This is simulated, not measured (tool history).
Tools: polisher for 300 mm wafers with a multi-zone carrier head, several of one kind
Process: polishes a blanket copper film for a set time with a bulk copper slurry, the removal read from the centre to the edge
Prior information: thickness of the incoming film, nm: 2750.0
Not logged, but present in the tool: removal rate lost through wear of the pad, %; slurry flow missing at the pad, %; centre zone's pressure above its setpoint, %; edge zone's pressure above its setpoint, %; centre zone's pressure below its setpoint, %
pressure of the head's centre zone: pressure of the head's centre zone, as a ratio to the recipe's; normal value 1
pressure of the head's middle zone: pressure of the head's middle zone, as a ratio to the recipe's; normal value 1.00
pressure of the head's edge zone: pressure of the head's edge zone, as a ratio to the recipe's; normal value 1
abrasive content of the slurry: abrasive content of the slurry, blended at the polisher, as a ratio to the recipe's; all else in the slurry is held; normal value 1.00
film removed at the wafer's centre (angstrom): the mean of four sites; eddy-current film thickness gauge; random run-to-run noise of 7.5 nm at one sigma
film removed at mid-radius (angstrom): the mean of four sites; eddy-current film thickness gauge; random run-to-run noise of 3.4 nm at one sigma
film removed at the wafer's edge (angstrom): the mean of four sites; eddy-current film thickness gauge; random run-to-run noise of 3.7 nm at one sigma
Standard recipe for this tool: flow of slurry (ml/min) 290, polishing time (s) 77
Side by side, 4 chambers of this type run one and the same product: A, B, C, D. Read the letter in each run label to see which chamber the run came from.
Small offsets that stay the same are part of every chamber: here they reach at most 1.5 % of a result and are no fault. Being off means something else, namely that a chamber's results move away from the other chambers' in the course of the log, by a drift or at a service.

run   hour  flow of slurry (ml/min)  pressure of the head's centre zone  pressure of the head's middle zone  pressure of the head's edge zone  abrasive content of the slurry  polishing time (s)  wafers polished on this pad  hours since the slurry nozzle was cleaned  hours since the centre zone pressure was calibrated  hours since the edge zone pressure was calibrated  film removed at the wafer's centre (angstrom)  film removed at mid-radius (angstrom)  film removed at the wafer's edge (angstrom)
 1D   11.9                      290                                   1                                1.00                                 1                            1.00                  77                          374                                      218.7                                                571.2                                              700.4                                         5246.4                                 5231.9                                       5342.6
 2C   19.1                      290                                   1                                1.00                                 1                            1.00                  77                         1567                                      525.7                                                348.1                                              634.8                                         5412.6                                 5232.8                                       5188.7
      22.2  -- chamber C: worn pad replaced by a new one
      26.2  -- chamber C: centre zone pressure recalibrated
 3B   28.3                      290                                   1                                1.00                                 1                            1.00                  77                          409                                      169.3                                                128.1                                               54.0                                         5072.9                                 5168.5                                       5213.4
      35.8  -- chamber C: slurry nozzle cleaned
 4A   39.2                      290                                   1                                1.00                                 1                            1.00                  77                          550                                      311.6                                                 82.3                                              309.3                                         5260.4                                 5273.8                                       5281.9
      48.2  -- chamber A: edge zone pressure recalibrated
 5B   48.8                      290                                   1                                1.00                                 1                            1.00                  77                          625                                      189.8                                                148.6                                               74.5                                         5129.0                                 5193.8                                       5236.2
      58.5  -- chamber A: worn pad replaced by a new one
 6C   58.9                      290                                   1                                1.00                                 1                            1.00                  77                          388                                       23.1                                                 32.7                                              674.6                                         5372.9                                 5190.8                                       5215.3
 7D   65.4                      290                                   1                                1.00                                 1                            1.00                  77                          939                                      272.2                                                624.7                                              753.9                                         5312.5                                 5250.5                                       5206.3
      72.4  -- chamber B: worn pad replaced by a new one
      73.4  -- chamber D: worn pad replaced by a new one
 8A   73.8                      290                                   1                                1.00                                 1                            1.00                  77                          162                                      346.2                                                116.9                                               25.6                                         5217.3                                 5281.9                                       5298.2
 9A   79.1                      290                                   1                                1.00                                 1                            1.00                  77                          218                                      351.5                                                122.2                                               30.9                                         5131.0                                 5260.7                                       5319.3
      87.1  -- chamber D: centre zone pressure recalibrated
10C   90.6                      340                                   1                                1.00                                 1                            1.25                  77                          722                                       54.8                                                 64.4                                              706.3                                         5699.2                                 5552.3                                       5544.2
11D   96.9                      340                                   1                                1.00                                 1                            1.25                  77                          248                                      303.7                                                  9.9                                              785.4                                         5557.0                                 5549.7                                       5691.8
12B  104.0                      340                                   1                                1.00                                 1                            1.25                  77                          334                                      245.0                                                203.8                                              129.7                                         5535.5                                 5569.6                                       5535.8
13A  110.1                      340                                   1                                1.00                                 1                            1.25                  77                          546                                      382.5                                                153.2                                               61.9                                         5569.2                                 5592.3                                       5622.6
14C  118.3                      290                                   1                                1.00                                 1                            1.00                  77                         1015                                       82.5                                                 92.1                                              734.0                                         5093.6                                 5229.5                                       5229.4
15B  124.1                      380                                   1                                1.00                                 1                            0.70                  77                          547                                      265.1                                                223.9                                              149.8                                         4898.4                                 4908.6                                       4956.8
16D  135.6                      380                                   1                                1.00                                 1                            0.70                  77                          657                                      342.4                                                 48.6                                              824.1                                         4963.0                                 4923.7                                       4973.8
     138.5  -- chamber A: worn pad replaced by a new one
17C  143.2                      380                                   1                                1.00                                 1                            0.70                  77                         1278                                      107.4                                                117.0                                              758.9                                         4964.6                                 5028.1                                       4906.3
18D  151.4                      380                                   1                                1.00                                 1                            0.70                  77                          824                                      358.2                                                 64.4                                              839.9                                         5015.8                                 4950.0                                       4999.2
19B  163.6                      290                                   1                                1.00                                 1                            1.00                  77                          964                                      304.6                                                263.4                                              189.3                                         5267.8                                 5221.7                                       5200.8
20A  171.0                      290                                   1                                1.00                                 1                            1.00                  77                          344                                      443.4                                                214.1                                              122.8                                         5328.9                                 5286.7                                       5309.6
     171.7  -- chamber B: worn pad replaced by a new one
     174.6  -- chamber D: worn pad replaced by a new one
     179.1  -- chamber C: worn pad replaced by a new one
21D  179.7                      290                                   1                                1.00                                 1                            1.00                  77                           54                                      386.5                                                 92.7                                              868.2                                         5318.5                                 5183.2                                       5296.6
22C  186.8                      290                                   1                                1.00                                 1                            1.00                  77                           82                                      151.0                                                160.6                                              802.5                                         5129.6                                 5217.1                                       5220.2
23A  197.1                      290                                   1                                1.00                                 1                            1.00                  77                          619                                      469.5                                                240.2                                              148.9                                         5140.8                                 5221.6                                       5289.6
24B  209.2                      290                                   1                                1.00                                 1                            1.00                  77                          396                                      350.2                                                309.0                                              234.9                                         5056.4                                 5190.4                                       5265.4
     212.0  -- chamber A: worn pad replaced by a new one
25C  215.3                      290                                   1                                1.00                                 1                            1.00                  77                          383                                      179.5                                                189.1                                              831.0                                         5117.6                                 5301.2                                       5163.5
26D  221.2                      290                                   1                                1.00                                 1                            1.00                  77                          492                                      428.0                                                134.2                                              909.7                                         5185.8                                 5153.1                                       5292.2
27B  232.5                      290                                   1                                1.00                                 1                            1.00                  77                          642                                      373.5                                                332.3                                              258.2                                         5100.3                                 5245.2                                       5227.6
28A  241.4                      290                                   1                                1.00                                 1                            1.00                  77                          311                                      513.8                                                284.5                                              193.2                                         5120.5                                 5240.6                                       5379.1
29C  250.3                      290                                   1                                1.00                                 1                            1.00                  77                          752                                      214.5                                                224.1                                              866.0                                         5350.9                                 5298.3                                       5264.2
30B  261.0                      290                                   1                                1.00                                 1                            1.00                  77                          943                                      402.0                                                360.8                                              286.7                                         5256.9                                 5182.1                                       5274.4
31A  269.0                      290                                   1                                1.00                                 1                            1.00                  77                          602                                      541.4                                                312.1                                              220.8                                         5140.5                                 5198.0                                       5341.0
     273.7  -- chamber B: worn pad replaced by a new one
32D  274.7                      290                                   1                                1.00                                 1                            1.00                  77                         1058                                      481.5                                                187.7                                              963.2                                         5248.7                                 5209.2                                       5311.5
     282.6  -- chamber D: worn pad replaced by a new one
33D  283.7                      290                                   1                                1.00                                 1                            1.00                  55                           11                                      490.5                                                196.7                                              972.2                                         3615.3                                 3738.7                                       3785.3
     288.5  -- chamber A: worn pad replaced by a new one
34B  294.3                      290                                   1                                1.00                                 1                            1.00                  55                          218                                      435.3                                                394.1                                              320.0                                         3729.5                                 3723.8                                       3748.4
35A  301.5                      290                                   1                                1.00                                 1                            1.00                  55                          138                                      573.9                                                344.6                                              253.3                                         3786.1                                 3738.1                                       3795.0
36C  313.3                      290                                   1                                1.00                                 1                            1.00                  55                         1418                                      277.5                                                287.1                                              929.0                                         3664.6                                 3798.7                                       3734.7
     316.2  -- chamber D: slurry nozzle cleaned
37B  324.9                      290                                   1                                1.00                                 1                            1.00                  77                          541                                      465.9                                                424.7                                              350.6                                         5227.7                                 5246.4                                       5203.4
38D  335.0                      290                                   1                                0.95                                 1                            1.00                  77                          553                                       18.9                                                248.0                                             1023.5                                         5293.3                                 4935.8                                       5309.9

Each of the 4 chambers runs these same settings next. Fill in every chamber's results:
39A  343.8                      290                                   1                                1.00                                 1                            1.00                  93                                                                                                                                                                                                                              ?                                      ?                                            ?
39B  343.8                      290                                   1                                1.00                                 1                            1.00                  93                                                                                                                                                                                                                              ?                                      ?                                            ?
39C  343.8                      290                                   1                                1.00                                 1                            1.00                  93                                                                                                                                                                                                                              ?                                      ?                                            ?
39D  343.8                      290                                   1                                1.00                                 1                            1.00                  93                                                                                                                                                                                                                              ?                                      ?                                            ?

run  film removed at the wafer's centre (angstrom)  film removed at mid-radius (angstrom)  film removed at the wafer's edge (angstrom)
39A                                         6468.1                                 6367.1                                       6495.4
39B                                         6257.2                                 6300.1                                       6348.6
39C                                         6351.5                                 6346.3                                       6356.2
39D                                         6413.5                                 6319.9                                       6333.3
